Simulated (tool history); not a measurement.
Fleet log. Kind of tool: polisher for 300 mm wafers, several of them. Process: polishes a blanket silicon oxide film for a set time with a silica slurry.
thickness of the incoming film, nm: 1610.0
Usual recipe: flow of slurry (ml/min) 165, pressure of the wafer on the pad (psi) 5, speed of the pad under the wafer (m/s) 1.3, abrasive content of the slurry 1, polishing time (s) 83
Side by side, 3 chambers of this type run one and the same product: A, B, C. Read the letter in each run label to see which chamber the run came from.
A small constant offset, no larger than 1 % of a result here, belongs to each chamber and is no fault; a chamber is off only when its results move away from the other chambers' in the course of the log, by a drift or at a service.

run   hour  flow of slurry (ml/min)  pressure of the wafer on the pad (psi)  speed of the pad under the wafer (m/s)  abrasive content of the slurry  polishing time (s)  wafers polished on this pad  hours since the slurry nozzle was cleaned  hours since the head pressure was calibrated  hours since the slurry blender was calibrated  hours since the conditioning disc was replaced  film removed (angstrom)
       3.3  -- chamber B: slurry blender recalibrated
 1B   12.3                      165                                       5                                     1.3                               1                  83                          729                                      634.2                                         938.2                                            9.1                                           387.3                   3225.1
      19.4  -- chamber C: slurry blender recalibrated
 2A   19.4                      165                                       5                                     1.3                               1                  83                          731                                      368.6                                          65.2                                           30.4                                           124.7                   3193.4
      23.4  -- chamber B: worn pad replaced by a new one
      29.8  -- chamber A: worn pad replaced by a new one
 3C   29.8                      165                                       5                                     1.3                               1                  83                          685                                       45.6                                         433.6                                           10.4                                           210.4                   3175.3
 4C   39.8                      165                                       5                                     1.3                               1                  83                          776                                       55.6                                         443.6                                           20.4                                           220.4                   3162.7
 5A   47.3                      165                                       5                                     1.3                               1                  83                          159                                      396.5                                          93.1                                           58.3                                           152.6                   3313.5
      53.7  -- chamber B: slurry nozzle cleaned
 6B   61.2                      165                                       5                                     1.3                               1                  83                          344                                        7.6                                         987.1                                             58                                           436.2                   3173.3
 7C   73.8                      165                                       5                                     1.3                               1                  83                         1085                                       89.6                                         477.6                                           54.4                                           254.4                   3109.9
      77.8  -- chamber C: worn pad replaced by a new one
      80.1  -- chamber B: conditioning disc replaced and pad reconditioned
 8A   82.4                      165                                       5                                     1.3                               1                  83                          478                                      431.6                                         128.2                                           93.4                                           187.7                   3186.8
 9B   93.5                      165                                       5                                     1.3                               1                  83                          637                                       39.9                                        1019.4                                           90.3                                            13.4                   3216.8
10B  104.9                      165                                       5                                     1.3                               1                  83                          741                                       51.3                                        1030.8                                          101.7                                            24.8                     3208
     105.6  -- chamber A: worn pad replaced by a new one
     106.1  -- chamber B: slurry blender recalibrated
     111.9  -- chamber B: worn pad replaced by a new one
11C  113.7                      140                                       5                                     1.3                               1                 100                          327                                      129.5                                         517.5                                           94.3                                           294.3                     3735
12A  128.1                      140                                       5                                     1.3                               1                 100                          204                                      477.3                                         173.9                                          139.1                                           233.4                   3824.9
13B  137.8                      140                                       5                                     1.3                               1                 100                          236                                       84.2                                        1063.7                                           31.8                                            57.7                   3757.6
     151.2  -- chamber C: head pressure recalibrated
14C  151.7                      165                                       5                                     1.3                            1.15                 110                          672                                      167.5                                           0.6                                          132.3                                           332.3                   4475.5
     152.8  -- chamber A: slurry blender recalibrated
15A  161.8                      165                                       5                                     1.3                            1.15                 110                          511                                        511                                         207.6                                            9.1                                           267.1                   4568.7
16A  171.2                      165                                       5                                     1.3                            1.15                 110                          596                                      520.4                                           217                                           18.5                                           276.5                   4523.8
       173  -- chamber C: conditioning disc replaced and pad reconditioned
     176.1  -- chamber C: slurry blender recalibrated
     176.7  -- chamber C: worn pad replaced by a new one
17C  180.6                      165                                       5                                     1.3                               1                  83                           36                                      196.4                                          29.5                                            4.5                                             7.6                     3135
     184.3  -- chamber A: worn pad replaced by a new one
     188.4  -- chamber B: worn pad replaced by a new one
18B  191.7                      165                                       5                                     1.3                               1                  83                           30                                      138.1                                        1117.6                                           85.7                                           111.6                   3249.5
19C  198.1                      165                                       5                                     1.3                               1                  83                          195                                      213.9                                            47                                             22                                            25.1                   3124.5
     200.3  -- chamber C: slurry nozzle cleaned
20A  208.5                      165                                       5                                     1.3                               1                  83                          220                                      557.7                                         254.3                                           55.8                                           313.8                   3223.4
     216.3  -- chamber B: slurry blender recalibrated
21B  220.9                      165                                     6.1                                     1.3                               1                  67                          295                                      167.3                                        1146.8                                            4.7                                           140.8                   3139.5
22C  228.9                      165                                     6.1                                     1.3                               1                  67                          475                                       28.7                                          77.8                                           52.8                                            55.9                   3130.9
23B  239.3                      165                                     6.1                                     1.3                               1                  67                          463                                      185.7                                        1165.2                                           23.1                                           159.2                   3162.7
24A  248.4                      165                                       5                                     1.3                               1                  83                          583                                      597.6                                         294.2                                           95.7                                           353.7                   3220.3
       253  -- chamber A: worn pad replaced by a new one
25B  258.6                      165                                       5                                     1.3                               1                  83                          638                                        205                                        1184.5                                           42.4                                           178.5                   3148.9
       266  -- chamber B: worn pad replaced by a new one
26C  266.6                      165                                       5                                     1.3                               1                  83                          818                                       66.4                                         115.5                                           90.5                                            93.6                     3127
       273  -- chamber A: slurry nozzle cleaned
     275.6  -- chamber C: worn pad replaced by a new one
27A  277.6                      165                                       5                                     1.3                               1                  97                          223                                        4.7                                         323.4                                          124.9                                           382.9                   3771.6
28B    292                      165                                       5                                     1.3                               1                  97                          236                                      238.4                                        1217.9                                           75.8                                           211.9                   3772.1
29A  303.3                      165                                       5                                     1.3                               1                  97                          457                                       30.4                                         349.1                                          150.6                                           408.6                   3798.9
30C  313.7                      165                                       5                                     1.3                               1                  83                          347                                      113.5                                         162.6                                          137.6                                           140.7                     3180
31A  326.6                      165                                       5                                     1.3                               1                  83                          669                                       53.7                                         372.4                                          173.9                                           431.9                   3272.2
     332.7  -- chamber A: slurry blender recalibrated
     334.5  -- chamber B: slurry blender recalibrated
32B  335.6                      165                                       5                                     1.3                               1                  83                          633                                        282                                        1261.5                                            1.2                                           255.5                   3218.6
       340  -- chamber A: worn pad replaced by a new one
33C  343.7                      165                                       5                                     1.3                               1                  83                          619                                      143.5                                         192.6                                          167.6                                           170.7                   3135.5
34B  352.5                      165                                     6.1                                    1.62                               1                  83                          786                                      298.9                                        1278.4                                           18.1                                           272.4                   4766.6
     354.2  -- chamber A: head pressure recalibrated
     362.7  -- chamber C: slurry blender recalibrated
35A  366.5                      165                                     6.1                                    1.62                               1                  83                          241                                       93.6                                          12.4                                           33.8                                           471.8                   4778.4
     372.2  -- chamber C: worn pad replaced by a new one
36C  380.5                      165                                     6.1                                    1.62                               1                  83                           76                                      180.3                                         229.4                                           17.9                                           207.5                   4538.7
37C  388.1                      165                                       5                                     1.3                               1                  83                          145                                      187.9                                           237                                           25.5                                           215.1                   3226.7
38A  398.1                      165                                       5                                     1.3                               1                  83                          528                                      125.2                                            44                                           65.4                                           503.4                   3188.1

Next, every chamber runs the same settings. What will each give?
39A  408.4                      165                                       5                                     1.3                               1                  83                                                                                                                                                                                                                                             ?
39B  408.4                      165                                       5                                     1.3                               1                  83                                                                                                                                                                                                                                             ?
39C  408.4                      165                                       5                                     1.3                               1                  83                                                                                                                                                                                                                                             ?

run  film removed (angstrom)
39A                   3255.9
39B                     3213
39C                   3167.7
